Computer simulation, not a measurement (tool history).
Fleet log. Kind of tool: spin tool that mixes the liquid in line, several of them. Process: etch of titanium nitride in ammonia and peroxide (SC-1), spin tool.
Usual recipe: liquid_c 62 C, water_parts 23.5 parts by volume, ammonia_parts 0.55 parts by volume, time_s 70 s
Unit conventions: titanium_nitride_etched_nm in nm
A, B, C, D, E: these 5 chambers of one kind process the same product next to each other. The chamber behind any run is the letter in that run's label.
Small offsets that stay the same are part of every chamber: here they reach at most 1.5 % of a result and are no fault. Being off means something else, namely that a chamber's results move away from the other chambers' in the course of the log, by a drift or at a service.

run	day	liquid_c	water_parts	ammonia_parts	time_s	read-back film thickness of the titanium nitride reference wafer, read on the same gauge (nm)	titanium_nitride_etched_nm
1E	0.625	62	23.5	0.55	70	49.969	5.0827
# day 0.696: chamber A: heated supply line repaired
# day 0.696: chamber D: new drum of ammonia solution connected
2B	0.921	62	23.5	0.55	70	49.994	5.2299
3C	1.35	62	23.5	0.55	70	50.014	5.0206
4A	1.867	62	23.5	0.55	70	50.01	5.1374
5D	2.354	62	23.5	0.55	70	49.99	5.0429
# day 2.654: chamber C: ammonia flow meter replaced
6D	2.675	62	23.5	0.55	70	50.021	5.019
7B	3.021	62	23.5	0.55	70	49.996	5.1432
# day 3.271: chamber B: thermometer replaced
8C	3.362	62	23.5	0.55	70	50.018	4.988
9E	3.683	62	23.5	0.55	70	50	5.063
# day 4.012: chamber E: thermometer replaced
10A	4.229	62	23.5	0.3	35	49.981	2.2559
11E	4.767	62	23.5	0.3	35	50.006	2.2622
12D	5.196	62	23.5	0.3	35	49.976	2.2215
# day 5.375: chamber A: ammonia flow meter replaced
13C	5.696	62	23.5	0.3	35	50.013	2.2727
14A	6	62	23.5	0.3	35	50.001	2.2779
15B	6.442	62	23.5	0.55	70	49.985	5.2111
16B	6.833	62	23.5	0.55	70	49.988	5.1144
17D	7.308	62	23.5	0.55	70	50.009	4.9554
18C	7.733	62	30	0.55	70	50.009	4.4071
19A	8.092	62	30	0.55	70	50	4.5053
20E	8.529	62	30	0.55	70	50.008	4.4271
21D	9.183	62	30	0.55	70	49.993	4.2361
22A	9.658	62	30	0.55	70	50.005	4.434
23B	9.992	62	23.5	0.55	70	50.006	5.1659
24C	10.312	62	23.5	0.55	70	49.99	5.023
25E	10.667	62	23.5	0.65	100	50.012	7.4081
26A	11.067	62	23.5	0.65	100	50.019	7.4395
# day 11.192: chamber D: new drum of ammonia solution connected
# day 11.679: chamber E: new drum of ammonia solution connected
27C	11.742	62	23.5	0.65	100	49.998	7.535
28E	12.092	62	23.5	0.65	100	49.997	7.3506
29B	12.625	62	23.5	0.65	100	50.02	7.5838
30D	12.95	57.5	23.5	0.55	55	49.975	2.7408
31A	13.396	57.5	23.5	0.55	55	49.984	3.0226
32E	13.921	57.5	23.5	0.55	55	50.025	2.9667
33D	14.271	57.5	23.5	0.55	55	50.022	2.7342
34B	14.7	57.5	23.5	0.55	55	49.987	3.0083
35C	15.188	62	23.5	0.55	70	49.981	5.0366
36C	15.65	62	23.5	0.55	70	50.007	5.0461

Next, every chamber runs the same settings. What will each give?
37A	16.138	62	23.5	0.55	70		?
37B	16.138	62	23.5	0.55	70		?
37C	16.138	62	23.5	0.55	70		?
37D	16.138	62	23.5	0.55	70		?
37E	16.138	62	23.5	0.55	70		?

run	titanium_nitride_etched_nm
37A	5.0775
37B	5.1545
37C	5.0434
37D	4.5758
37E	5.1343
